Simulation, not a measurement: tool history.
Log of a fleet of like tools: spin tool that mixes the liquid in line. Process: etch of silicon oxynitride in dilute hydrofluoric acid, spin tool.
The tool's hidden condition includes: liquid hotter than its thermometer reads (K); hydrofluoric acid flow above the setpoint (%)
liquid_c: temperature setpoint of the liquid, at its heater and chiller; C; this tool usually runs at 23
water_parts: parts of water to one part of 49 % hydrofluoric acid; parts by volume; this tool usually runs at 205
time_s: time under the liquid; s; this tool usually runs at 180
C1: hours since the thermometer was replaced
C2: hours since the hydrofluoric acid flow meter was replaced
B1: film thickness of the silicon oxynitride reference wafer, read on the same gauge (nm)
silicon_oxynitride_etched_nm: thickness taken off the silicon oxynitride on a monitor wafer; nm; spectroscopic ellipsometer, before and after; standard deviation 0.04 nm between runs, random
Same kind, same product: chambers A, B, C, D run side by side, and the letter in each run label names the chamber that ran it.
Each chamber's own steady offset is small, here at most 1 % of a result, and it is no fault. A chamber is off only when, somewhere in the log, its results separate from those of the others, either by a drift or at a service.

Run 1C, hour 3.3: usual settings; C1 772.1; C2 1079.5; B1 80.02. Result: silicon_oxynitride_etched_nm 1.5472 nm.
Run 2A, hour 5.7: usual settings; C1 940.1; C2 351.5; B1 79.958. Result: silicon_oxynitride_etched_nm 1.6015 nm.
Run 3D, hour 9.3: usual settings; C1 1148.2; C2 497.9; B1 80.012. Result: silicon_oxynitride_etched_nm 1.5466 nm.
Run 4B, hour 11.4: usual settings; C1 312; C2 39.7; B1 80.02. Result: silicon_oxynitride_etched_nm 1.5139 nm.
Run 5A, hour 15.2: usual settings; C1 949.6; C2 361; B1 80.025. Result: silicon_oxynitride_etched_nm 1.5854 nm.
Run 6B, hour 18.4: usual settings; C1 319; C2 46.7; B1 79.994. Result: silicon_oxynitride_etched_nm 1.5583 nm.
Run 7C, hour 21.7: usual settings; C1 790.5; C2 1097.9; B1 80.027. Result: silicon_oxynitride_etched_nm 1.6019 nm.
Run 8D, hour 24.3: usual settings; C1 1163.2; C2 512.9; B1 80.004. Result: silicon_oxynitride_etched_nm 1.6511 nm.
Run 9C, hour 26.7: usual settings but water_parts 295 parts by volume, time_s 120 s; C1 795.5; C2 1102.9; B1 80.023. Result: silicon_oxynitride_etched_nm 0.66779 nm.
Run 10D, hour 30.9: usual settings but water_parts 295 parts by volume, time_s 120 s; C1 1169.8; C2 519.5; B1 79.988. Result: silicon_oxynitride_etched_nm 0.65468 nm.
Run 11B, hour 35: usual settings but water_parts 295 parts by volume, time_s 120 s; C1 335.6; C2 63.3; B1 79.967. Result: silicon_oxynitride_etched_nm 0.68449 nm.
Run 12A, hour 38.1: usual settings but water_parts 295 parts by volume, time_s 120 s; C1 972.5; C2 383.9; B1 80.002. Result: silicon_oxynitride_etched_nm 0.6659 nm.
Run 13A, hour 40.9: usual settings; C1 975.3; C2 386.7; B1 79.991. Result: silicon_oxynitride_etched_nm 1.4658 nm.
Run 14C, hour 43.4: usual settings; C1 812.2; C2 1119.6; B1 80.016. Result: silicon_oxynitride_etched_nm 1.4993 nm.
Run 15D, hour 45.6: usual settings; C1 1184.5; C2 534.2; B1 80.003. Result: silicon_oxynitride_etched_nm 1.5688 nm.
Run 16B, hour 50.2: usual settings but liquid_c 18.5 C, time_s 85 s; C1 350.8; C2 78.5; B1 80.004. Result: silicon_oxynitride_etched_nm 0.5961 nm.
Run 17A, hour 54: usual settings but liquid_c 18.5 C, time_s 85 s; C1 988.4; C2 399.8; B1 79.956. Result: silicon_oxynitride_etched_nm 0.58461 nm.
Run 18C, hour 57.7: usual settings but liquid_c 18.5 C, time_s 85 s; C1 826.5; C2 1133.9; B1 80.035. Result: silicon_oxynitride_etched_nm 0.58661 nm.
Run 19D, hour 62.2: usual settings but liquid_c 18.5 C, time_s 85 s; C1 1201.1; C2 550.8; B1 80.008. Result: silicon_oxynitride_etched_nm 0.5863 nm.
Run 20B, hour 66.2: usual settings; C1 366.8; C2 94.5; B1 80.007. Result: silicon_oxynitride_etched_nm 1.5834 nm.
Run 21B, hour 68.5: usual settings; C1 369.1; C2 96.8; B1 79.999. Result: silicon_oxynitride_etched_nm 1.4982 nm.
Run 22C, hour 71.2: usual settings; C1 840; C2 1147.4; B1 79.993. Result: silicon_oxynitride_etched_nm 1.6021 nm.
Run 23A, hour 75.6: usual settings; C1 1010; C2 421.4; B1 80.016. Result: silicon_oxynitride_etched_nm 1.5459 nm.
Run 24D, hour 80: usual settings; C1 1218.9; C2 568.6; B1 80.022. Result: silicon_oxynitride_etched_nm 1.589 nm.
Run 25D, hour 84.3: usual settings; C1 1223.2; C2 572.9; B1 80.005. Result: silicon_oxynitride_etched_nm 1.54 nm.
Run 26B, hour 88: usual settings; C1 388.6; C2 116.3; B1 80.004. Result: silicon_oxynitride_etched_nm 1.5474 nm.
Run 27A, hour 92.4: usual settings; C1 1026.8; C2 438.2; B1 79.985. Result: silicon_oxynitride_etched_nm 1.5069 nm.
At hour 94.7: chamber D: hydrofluoric acid flow meter replaced.
Run 28C, hour 97: usual settings; C1 865.8; C2 1173.2; B1 80.028. Result: silicon_oxynitride_etched_nm 1.5277 nm.
Run 29B, hour 99.7: usual settings; C1 400.3; C2 128; B1 79.984. Result: silicon_oxynitride_etched_nm 1.4563 nm.
Run 30D, hour 103.7: usual settings; C1 1242.6; C2 9.1; B1 79.982. Result: silicon_oxynitride_etched_nm 1.4732 nm.
Run 31A, hour 106: usual settings but time_s 255 s; C1 1040.4; C2 451.8; B1 80.017. Result: silicon_oxynitride_etched_nm 2.1447 nm.

Is one chamber out of step, is the gauge drifting, or do the chambers differ by no more than their own small offsets? For an off chamber, give its letter and the likeliest cause.

All chambers stay in line apart from their small fixed offsets, and the gauge does not drift.
